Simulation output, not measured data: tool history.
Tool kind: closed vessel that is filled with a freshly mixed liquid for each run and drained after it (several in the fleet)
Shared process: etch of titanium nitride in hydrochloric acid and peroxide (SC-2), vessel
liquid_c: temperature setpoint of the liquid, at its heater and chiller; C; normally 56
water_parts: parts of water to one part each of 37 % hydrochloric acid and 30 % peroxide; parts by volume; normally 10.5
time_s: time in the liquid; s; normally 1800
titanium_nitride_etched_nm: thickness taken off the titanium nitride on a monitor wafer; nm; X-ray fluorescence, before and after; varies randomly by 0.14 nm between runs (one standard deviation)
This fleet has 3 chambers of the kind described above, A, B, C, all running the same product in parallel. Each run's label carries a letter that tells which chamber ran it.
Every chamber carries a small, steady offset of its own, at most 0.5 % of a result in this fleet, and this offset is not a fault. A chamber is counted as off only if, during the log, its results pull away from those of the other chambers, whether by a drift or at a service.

run	hour	liquid_c	water_parts	time_s	read-back film thickness of the titanium nitride reference wafer, read on the same gauge (nm)	titanium_nitride_etched_nm
1C	2.8	56	10.5	1800	80.022	37.388
2B	6.8	56	10.5	1800	79.996	37.234
3A	10.3	56	10.5	1800	80.037	37.113
4B	14.8	56	10.5	1800	79.961	37.015
5C	18.6	56	10.5	1800	80.006	37.012
6A	22.7	56	10.5	1800	79.993	37.143
7A	25.2	56	10.5	1800	80.004	37.137
8B	29.9	56	10.5	1800	80.009	36.907
9C	32.9	56	10.5	1800	79.987	36.764
10A	35.5	56	10.5	1800	80.011	37.201
11B	37.9	56	10.5	1800	80.017	36.768
12C	40.4	56	10.5	1800	79.999	36.815
13A	45.2	56	10.5	1800	79.982	37.385
14C	48.4	56	10.5	1800	80.015	36.554
15B	50.5	56	10.5	1800	80.036	37.047
16B	54.9	56	10.5	1800	79.966	36.916
# hour 55.0: chamber B: chemicals flow meter replaced
17C	58.7	56	10.5	1800	80.009	36.679
18A	62.4	56	10.5	1800	79.977	37.115
19A	64.6	56	14.0	1800	79.994	29.180
# hour 65.9: chamber B: new drum of peroxide connected
20C	66.9	56	14.0	1800	80.013	28.352
# hour 68.0: chamber A: new drum of peroxide connected
21B	71.5	56	14.0	1800	79.990	28.725
22A	73.7	56	10.5	1800	80.024	37.104
23B	75.8	56	10.5	1800	79.957	37.018
# hour 76.1: chamber B: thermometer replaced
24C	80.0	56	10.5	1800	80.000	36.287
25C	84.6	56	10.5	1800	79.989	36.201
26B	88.9	56	10.5	1800	79.999	37.085
27A	93.6	56	10.5	1800	79.964	37.171
28C	96.0	56	10.5	1800	80.018	36.208
29B	99.6	56	10.5	1800	80.002	37.009
30A	103.2	56	10.5	1800	79.980	37.262
31C	105.7	56	10.5	1800	79.983	35.818
32A	109.7	56	10.5	1800	79.981	37.328
33B	114.0	56	10.5	1800	79.975	37.093
34B	116.4	56	10.5	1800	80.012	37.172

Decide between three cases: one chamber stands off from its peers, the gauge reading all wafers drifts, or nothing is wrong past each chamber's small offset. Where a chamber is off, say which and what most likely put it there.

Little by little, chamber C moves away from the other chambers.
Most likely cause: liquid colder than its thermometer reads (K) = 0.666.
With only this log, it may be confused with: chemicals flow below the setpoint (%); peroxide weaker than its label (%).

Here are 4 candidates for chamber C's next run, each the usual settings with a change, their results left as question marks. Which one brings its results back in line with what the others give on the usual settings?
To be in line, a result may differ from the other chambers' mean on the usual settings by at most: titanium_nitride_etched_nm 0.480 nm
35C-1	119.8	56.0	10.0	1800		?
35C-2	119.8	56.0	10.5	1775		?
35C-3	119.8	55.5	10.5	1775		?
35C-4	119.8	56.0	10.5	1820		?

The mean the other chambers reach with the usual settings: titanium_nitride_etched_nm 37.138 nm
run	titanium_nitride_etched_nm
35C-1	37.120
35C-2	35.117
35C-3	34.000
35C-4	36.007
35C-1 puts the chamber back in line with the other chambers.

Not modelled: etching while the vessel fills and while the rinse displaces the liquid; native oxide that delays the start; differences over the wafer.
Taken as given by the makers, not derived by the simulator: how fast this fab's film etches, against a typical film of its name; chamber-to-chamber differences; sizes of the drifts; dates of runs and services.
